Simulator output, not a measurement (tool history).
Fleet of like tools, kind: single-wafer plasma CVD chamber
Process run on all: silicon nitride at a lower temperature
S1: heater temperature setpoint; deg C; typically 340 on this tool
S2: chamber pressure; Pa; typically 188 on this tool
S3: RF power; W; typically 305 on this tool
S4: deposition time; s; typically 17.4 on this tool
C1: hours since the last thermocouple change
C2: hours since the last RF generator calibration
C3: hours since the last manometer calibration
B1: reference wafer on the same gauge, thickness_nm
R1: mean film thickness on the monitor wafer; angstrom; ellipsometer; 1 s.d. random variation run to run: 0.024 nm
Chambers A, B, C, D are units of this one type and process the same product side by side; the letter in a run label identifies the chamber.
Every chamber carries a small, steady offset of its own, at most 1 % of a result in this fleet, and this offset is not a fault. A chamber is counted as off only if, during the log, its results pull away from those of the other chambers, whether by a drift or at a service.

{"run": "1D", "hour": 7.8, "S1": 340, "S2": 188, "S3": 305, "S4": 17.4, "C1": 523.4, "C2": 1029.9, "C3": 462.6, "B1": 16.8, "R1": 200.51}
{"run": "2C", "hour": 16.5, "S1": 340, "S2": 188, "S3": 305, "S4": 17.4, "C1": 2011.9, "C2": 25.1, "C3": 2726.2, "B1": 16.807, "R1": 202.07}
{"run": "3A", "hour": 26.1, "S1": 340, "S2": 188, "S3": 305, "S4": 17.4, "C1": 375.9, "C2": 757.3, "C3": 1270.7, "B1": 16.804, "R1": 200.86}
{"run": "4B", "hour": 32.5, "S1": 340, "S2": 188, "S3": 305, "S4": 17.4, "C1": 721.4, "C2": 2054.6, "C3": 1659.0, "B1": 16.808, "R1": 200.61}
{"hour": 35.7, "done": "chamber A: capacitance manometer re-zeroed and calibrated"}
{"run": "5D", "hour": 40.9, "S1": 340, "S2": 188, "S3": 305, "S4": 17.4, "C1": 556.5, "C2": 1063.0, "C3": 495.7, "B1": 16.809, "R1": 200.84}
{"run": "6C", "hour": 51.0, "S1": 340, "S2": 188, "S3": 305, "S4": 17.4, "C1": 2046.4, "C2": 59.6, "C3": 2760.7, "B1": 16.812, "R1": 202.45}
{"run": "7A", "hour": 57.1, "S1": 340, "S2": 188, "S3": 305, "S4": 17.4, "C1": 406.9, "C2": 788.3, "C3": 21.4, "B1": 16.819, "R1": 200.43}
{"run": "8B", "hour": 65.1, "S1": 340, "S2": 188, "S3": 305, "S4": 17.4, "C1": 754.0, "C2": 2087.2, "C3": 1691.6, "B1": 16.815, "R1": 200.66}
{"run": "9A", "hour": 73.8, "S1": 340, "S2": 188, "S3": 305, "S4": 17.4, "C1": 423.6, "C2": 805.0, "C3": 38.1, "B1": 16.818, "R1": 200.28}
{"run": "10B", "hour": 78.9, "S1": 340, "S2": 188, "S3": 305, "S4": 17.4, "C1": 767.8, "C2": 2101.0, "C3": 1705.4, "B1": 16.817, "R1": 200.84}
{"run": "11C", "hour": 89.3, "S1": 340, "S2": 188, "S3": 305, "S4": 17.4, "C1": 2084.7, "C2": 97.9, "C3": 2799.0, "B1": 16.82, "R1": 202.33}
{"run": "12D", "hour": 96.4, "S1": 340, "S2": 188, "S3": 305, "S4": 17.4, "C1": 612.0, "C2": 1118.5, "C3": 551.2, "B1": 16.826, "R1": 200.54}
{"run": "13C", "hour": 101.4, "S1": 340, "S2": 188, "S3": 305, "S4": 17.4, "C1": 2096.8, "C2": 110.0, "C3": 2811.1, "B1": 16.823, "R1": 202.83}
{"run": "14B", "hour": 106.9, "S1": 340, "S2": 188, "S3": 305, "S4": 17.4, "C1": 795.8, "C2": 2129.0, "C3": 1733.4, "B1": 16.829, "R1": 201.27}
{"run": "15D", "hour": 115.8, "S1": 340, "S2": 188, "S3": 305, "S4": 17.4, "C1": 631.4, "C2": 1137.9, "C3": 570.6, "B1": 16.837, "R1": 200.76}
{"run": "16A", "hour": 120.5, "S1": 340, "S2": 188, "S3": 305, "S4": 17.4, "C1": 470.3, "C2": 851.7, "C3": 84.8, "B1": 16.833, "R1": 200.69}
{"run": "17A", "hour": 127.9, "S1": 340, "S2": 188, "S3": 305, "S4": 17.4, "C1": 477.7, "C2": 859.1, "C3": 92.2, "B1": 16.831, "R1": 200.24}
{"run": "18B", "hour": 134.4, "S1": 340, "S2": 188, "S3": 305, "S4": 17.4, "C1": 823.3, "C2": 2156.5, "C3": 1760.9, "B1": 16.836, "R1": 201.16}
{"run": "19D", "hour": 142.8, "S1": 340, "S2": 188, "S3": 305, "S4": 17.4, "C1": 658.4, "C2": 1164.9, "C3": 597.6, "B1": 16.834, "R1": 201.18}
{"run": "20C", "hour": 153.0, "S1": 340, "S2": 188, "S3": 305, "S4": 17.4, "C1": 2148.4, "C2": 161.6, "C3": 2862.7, "B1": 16.839, "R1": 202.92}
{"run": "21D", "hour": 162.1, "S1": 340, "S2": 188, "S3": 305, "S4": 17.4, "C1": 677.7, "C2": 1184.2, "C3": 616.9, "B1": 16.839, "R1": 200.86}
{"hour": 164.1, "done": "chamber C: capacitance manometer re-zeroed and calibrated"}
{"run": "22A", "hour": 166.8, "S1": 340, "S2": 188, "S3": 305, "S4": 17.4, "C1": 516.6, "C2": 898.0, "C3": 131.1, "B1": 16.843, "R1": 200.29}
{"run": "23B", "hour": 175.0, "S1": 332, "S2": 188, "S3": 305, "S4": 20.2, "C1": 863.9, "C2": 2197.1, "C3": 1801.5, "B1": 16.845, "R1": 233.69}
{"run": "24C", "hour": 182.5, "S1": 332, "S2": 188, "S3": 305, "S4": 20.2, "C1": 2177.9, "C2": 191.1, "C3": 18.5, "B1": 16.846, "R1": 236.27}
{"run": "25B", "hour": 190.3, "S1": 332, "S2": 188, "S3": 305, "S4": 20.2, "C1": 879.2, "C2": 2212.4, "C3": 1816.8, "B1": 16.845, "R1": 234.55}
{"run": "26D", "hour": 195.4, "S1": 332, "S2": 188, "S3": 305, "S4": 20.2, "C1": 711.0, "C2": 1217.5, "C3": 650.2, "B1": 16.846, "R1": 233.79}
{"run": "27A", "hour": 202.3, "S1": 335, "S2": 217, "S3": 305, "S4": 17.4, "C1": 552.1, "C2": 933.5, "C3": 166.6, "B1": 16.851, "R1": 209.61}
{"run": "28C", "hour": 208.6, "S1": 335, "S2": 217, "S3": 305, "S4": 17.4, "C1": 2204.0, "C2": 217.2, "C3": 44.6, "B1": 16.86, "R1": 211.69}
{"run": "29B", "hour": 216.5, "S1": 335, "S2": 217, "S3": 305, "S4": 17.4, "C1": 905.4, "C2": 2238.6, "C3": 1843.0, "B1": 16.854, "R1": 209.73}
{"run": "30D", "hour": 223.6, "S1": 335, "S2": 217, "S3": 305, "S4": 17.4, "C1": 739.2, "C2": 1245.7, "C3": 678.4, "B1": 16.852, "R1": 209.54}
{"run": "31A", "hour": 229.4, "S1": 340, "S2": 188, "S3": 305, "S4": 17.4, "C1": 579.2, "C2": 960.6, "C3": 193.7, "B1": 16.86, "R1": 201.1}
{"run": "32C", "hour": 238.8, "S1": 340, "S2": 188, "S3": 305, "S4": 17.4, "C1": 2234.2, "C2": 247.4, "C3": 74.8, "B1": 16.862, "R1": 203.43}
{"run": "33D", "hour": 246.1, "S1": 346, "S2": 220, "S3": 305, "S4": 17.4, "C1": 761.7, "C2": 1268.2, "C3": 700.9, "B1": 16.861, "R1": 209.51}
{"run": "34A", "hour": 253.8, "S1": 346, "S2": 220, "S3": 305, "S4": 17.4, "C1": 603.6, "C2": 985.0, "C3": 218.1, "B1": 16.868, "R1": 209.43}
{"run": "35C", "hour": 259.2, "S1": 346, "S2": 220, "S3": 305, "S4": 17.4, "C1": 2254.6, "C2": 267.8, "C3": 95.2, "B1": 16.87, "R1": 211.93}
{"run": "36B", "hour": 267.4, "S1": 346, "S2": 220, "S3": 305, "S4": 17.4, "C1": 956.3, "C2": 2289.5, "C3": 1893.9, "B1": 16.87, "R1": 209.41}
{"run": "37D", "hour": 273.5, "S1": 340, "S2": 188, "S3": 305, "S4": 17.4, "C1": 789.1, "C2": 1295.6, "C3": 728.3, "B1": 16.871, "R1": 201.39}
{"run": "38C", "hour": 281.4, "S1": 340, "S2": 188, "S3": 305, "S4": 17.4, "C1": 2276.8, "C2": 290.0, "C3": 117.4, "B1": 16.866, "R1": 203.06}
{"run": "39A", "hour": 287.9, "S1": 340, "S2": 188, "S3": 305, "S4": 17.4, "C1": 637.7, "C2": 1019.1, "C3": 252.2, "B1": 16.87, "R1": 201.3}
{"run": "40B", "hour": 297.8, "S1": 340, "S2": 188, "S3": 305, "S4": 17.4, "C1": 986.7, "C2": 2319.9, "C3": 1924.3, "B1": 16.87, "R1": 201.47}
{"run": "41D", "hour": 306.6, "S1": 340, "S2": 188, "S3": 305, "S4": 17.4, "C1": 822.2, "C2": 1328.7, "C3": 761.4, "B1": 16.876, "R1": 201.71}
{"run": "42A", "hour": 316.2, "S1": 340, "S2": 188, "S3": 305, "S4": 17.4, "C1": 666.0, "C2": 1047.4, "C3": 280.5, "B1": 16.875, "R1": 201.34}
{"run": "43B", "hour": 322.2, "S1": 340, "S2": 188, "S3": 305, "S4": 17.4, "C1": 1011.1, "C2": 2344.3, "C3": 1948.7, "B1": 16.88, "R1": 201.36}
{"run": "44C", "hour": 328.1, "S1": 340, "S2": 188, "S3": 305, "S4": 17.4, "C1": 2323.5, "C2": 336.7, "C3": 164.1, "B1": 16.877, "R1": 203.15}

Is one chamber off against the others, does the gauge drift, or is nothing wrong? If a chamber is off, say which, and what the likeliest cause is.

It is the gauge, not a chamber: its drift shows up in every chamber's results at once, and no chamber is off.
Cause: gauge reads high (%) = 0.497.
